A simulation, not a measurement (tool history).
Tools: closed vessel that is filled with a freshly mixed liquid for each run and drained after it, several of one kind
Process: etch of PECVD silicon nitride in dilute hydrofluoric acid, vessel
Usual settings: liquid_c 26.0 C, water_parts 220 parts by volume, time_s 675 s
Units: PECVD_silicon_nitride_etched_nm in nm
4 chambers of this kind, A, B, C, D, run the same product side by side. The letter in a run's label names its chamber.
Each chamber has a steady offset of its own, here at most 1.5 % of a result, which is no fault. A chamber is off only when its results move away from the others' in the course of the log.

run	hour	liquid_c	water_parts	time_s	read-back film thickness of the PECVD silicon nitride reference wafer, read on the same gauge (nm)	PECVD_silicon_nitride_etched_nm
1C	5.2	26.0	220	675	120.02	12.3260
2D	8.7	26.0	220	675	120.00	12.2420
3A	12.5	26.0	220	675	119.98	12.2510
4B	16.8	26.0	220	675	120.00	12.1540
5B	19.6	26.0	220	675	120.02	12.0520
6C	24.1	24.0	220	460	120.01	7.4567
7D	27.6	24.0	220	460	119.94	7.4270
8A	32.0	24.0	220	460	120.00	7.4143
9B	35.5	24.0	220	460	120.02	7.2679
10D	39.7	26.0	220	675	120.01	12.2410
11C	44.4	26.0	220	675	119.95	12.1980
12A	47.2	28.5	220	890	119.97	18.4110
13D	50.5	28.5	220	890	120.05	18.7760
14C	54.2	28.5	220	890	120.03	18.8660
15B	57.8	28.5	220	890	120.02	18.7460
16A	63.2	26.0	220	675	119.97	12.0820
17B	66.4	26.0	220	675	120.02	12.2530
18C	70.5	23.5	185	675	120.02	12.4730
19D	74.7	23.5	185	675	120.01	12.5650
20A	77.3	23.5	185	675	120.00	12.2820
21D	80.4	23.5	185	675	120.02	12.5160
22C	85.0	29.5	220	1060	119.96	23.8310
23B	88.0	29.5	220	1060	119.97	23.2790
24A	91.6	29.5	220	1060	119.98	23.5600
25D	96.2	29.5	220	1060	119.97	23.9670
26C	100.8	26.0	220	675	119.99	12.3610
27B	106.0	26.0	220	675	119.96	12.0690
28A	110.0	26.0	220	675	119.98	12.2500
29B	113.5	26.0	220	675	119.97	11.9940
30D	117.2	26.0	220	675	120.04	12.4430
31A	120.1	26.0	220	675	119.96	12.0760
32C	123.6	26.0	220	675	119.97	12.1180
33B	128.3	26.0	220	675	119.98	12.0770
34C	131.8	26.0	325	1015	120.02	12.4340
35D	134.2	26.0	325	1015	120.04	12.4720
36A	138.5	26.0	325	1015	119.98	12.4470
37C	141.9	26.0	325	1015	119.97	12.4110
38B	146.2	26.0	220	675	120.04	12.0520

Is one chamber off against the others, does the gauge drift, or is nothing wrong? If a chamber is off, say which, and what the likeliest cause is.

No chamber stands off beyond its own small offset, and the gauge holds steady.
